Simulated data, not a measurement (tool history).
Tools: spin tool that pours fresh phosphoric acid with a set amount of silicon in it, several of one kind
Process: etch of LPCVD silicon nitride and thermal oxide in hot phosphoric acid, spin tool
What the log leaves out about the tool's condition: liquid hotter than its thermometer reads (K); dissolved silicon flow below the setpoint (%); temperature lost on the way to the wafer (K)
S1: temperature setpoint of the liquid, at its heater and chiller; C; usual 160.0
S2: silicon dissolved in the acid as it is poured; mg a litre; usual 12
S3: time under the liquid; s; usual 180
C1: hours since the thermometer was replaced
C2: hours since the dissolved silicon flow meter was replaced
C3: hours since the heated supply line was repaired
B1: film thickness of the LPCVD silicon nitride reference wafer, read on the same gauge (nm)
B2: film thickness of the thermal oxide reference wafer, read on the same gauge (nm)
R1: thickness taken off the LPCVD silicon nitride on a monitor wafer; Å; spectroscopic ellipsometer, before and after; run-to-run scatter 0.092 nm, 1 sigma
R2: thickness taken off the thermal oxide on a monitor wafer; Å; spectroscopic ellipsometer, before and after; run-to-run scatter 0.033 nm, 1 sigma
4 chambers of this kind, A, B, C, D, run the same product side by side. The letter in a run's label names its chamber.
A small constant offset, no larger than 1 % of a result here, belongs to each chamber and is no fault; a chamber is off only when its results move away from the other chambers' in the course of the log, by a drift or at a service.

run,day,S1,S2,S3,C1,C2,C3,B1,B2,R1,R2
1D,0.258,160.0,12,180,1171.8,423.4,927.7,130.03,29.991,163.270,3.8439
2C,0.542,160.0,12,180,826.1,1731.2,2772.1,130.02,29.960,164.850,3.5652
3B,0.854,160.0,12,180,1915.3,165.9,1988.2,129.98,30.005,164.300,4.1463
4A,1.233,160.0,12,180,335.9,1963.1,691.2,130.03,29.971,165.220,3.5299
# day 1.317: chamber D: thermometer replaced
5B,1.429,160.0,12,180,1929.1,179.7,2002.0,129.99,30.027,164.540,4.0537
6A,1.800,160.0,12,180,349.5,1976.7,704.8,130.02,29.986,162.470,3.6860
7D,2.112,160.0,12,180,19.2,467.9,972.2,130.01,29.988,163.780,3.4482
8C,2.429,160.0,12,180,871.4,1776.5,2817.4,130.03,29.991,162.650,3.4695
9A,2.662,160.0,12,180,370.2,1997.4,725.5,129.98,29.997,165.310,4.0514
10D,2.942,160.0,12,180,39.1,487.8,992.1,130.00,30.016,165.040,4.1376
11B,3.279,160.0,12,180,1973.5,224.1,2046.4,129.99,29.994,162.130,4.1372
# day 3.550: chamber A: dissolved silicon flow meter replaced
12C,3.642,160.0,12,180,900.5,1805.6,2846.5,130.03,29.960,163.420,4.4007
13B,3.821,160.0,12,180,1986.5,237.1,2059.4,130.01,29.993,163.580,4.1710
14C,4.179,160.0,12,180,913.4,1818.5,2859.4,129.99,29.965,163.480,3.9720
15A,4.412,160.0,12,180,412.2,20.8,767.5,130.00,30.026,168.290,3.8867
16D,4.683,160.0,12,180,80.9,529.6,1033.9,129.99,29.991,165.820,4.0413
17B,5.017,160.0,12,180,2015.2,265.8,2088.1,130.02,30.024,163.410,3.3279
# day 5.042: chamber C: dissolved silicon flow meter replaced
18D,5.379,160.0,12,180,97.6,546.3,1050.6,130.01,30.009,165.060,3.2983
19C,5.746,160.0,12,180,951.0,17.0,2897.0,130.02,29.972,162.920,4.1419
20A,5.988,160.0,12,100,450.0,58.6,805.3,130.00,29.981,94.717,2.1192
21A,6.179,160.0,12,100,454.6,63.2,809.9,130.01,29.968,95.696,2.1804
22D,6.388,160.0,12,100,121.8,570.5,1074.8,130.03,30.021,91.401,2.1997
23B,6.771,160.0,12,100,2057.3,307.9,2130.2,129.99,29.975,92.311,1.8770
24C,7.017,160.0,12,180,981.5,47.5,2927.5,130.02,29.977,164.350,3.8160
25A,7.262,160.0,12,180,480.6,89.2,835.9,130.01,29.990,171.560,3.4971
26D,7.504,160.0,12,180,148.6,597.3,1101.6,130.00,29.987,166.030,3.8451
27C,7.675,160.0,12,180,997.3,63.3,2943.3,130.00,29.970,164.070,3.7154
28B,7.875,160.0,12,180,2083.8,334.4,2156.7,130.01,30.052,165.340,3.7099
29B,8.254,160.0,12,180,2092.9,343.5,2165.8,129.96,29.993,164.820,3.5825
30A,8.554,160.0,12,180,511.6,120.2,866.9,129.99,30.015,174.770,3.4233
31D,8.829,160.0,12,180,180.4,629.1,1133.4,129.99,30.006,164.690,4.3016
32C,9.183,160.0,12,180,1033.5,99.5,2979.5,129.99,30.028,165.120,3.7276
33C,9.404,158.5,12,180,1038.8,104.8,2984.8,130.02,30.025,156.640,3.0963

Which is it: a chamber that has drifted or been left off by a service, a gauge drift common to all chambers, or only each chamber's usual small offset? If a chamber is off, name it and its likeliest cause.

One chamber, A, drifts off from the rest bit by bit.
Cause: liquid hotter than its thermometer reads (K) = 2.04.

Here are 4 candidates for chamber A's next run, each the usual settings with a change, their results left as question marks. Which one brings its results back in line with what the others give on the usual settings?
To be in line, a result may differ from the other chambers' mean on the usual settings by at most: R1 3.200 Å; R2 1.1000 Å
34A-1,9.679,160.0,13,175,,,,,,?,?
34A-2,9.679,160.5,9,190,,,,,,?,?
34A-3,9.679,159.5,15,170,,,,,,?,?
34A-4,9.679,160.0,11,185,,,,,,?,?

Other chambers, usual settings, mean: R1 164.030 Å; R2 3.7781 Å
run,R1,R2
34A-1,170.690,4.2349
34A-2,188.490,5.2277
34A-3,163.080,3.7767
34A-4,180.440,4.6901
Change 34A-3 lands the chamber within the allowed miss of the other chambers.

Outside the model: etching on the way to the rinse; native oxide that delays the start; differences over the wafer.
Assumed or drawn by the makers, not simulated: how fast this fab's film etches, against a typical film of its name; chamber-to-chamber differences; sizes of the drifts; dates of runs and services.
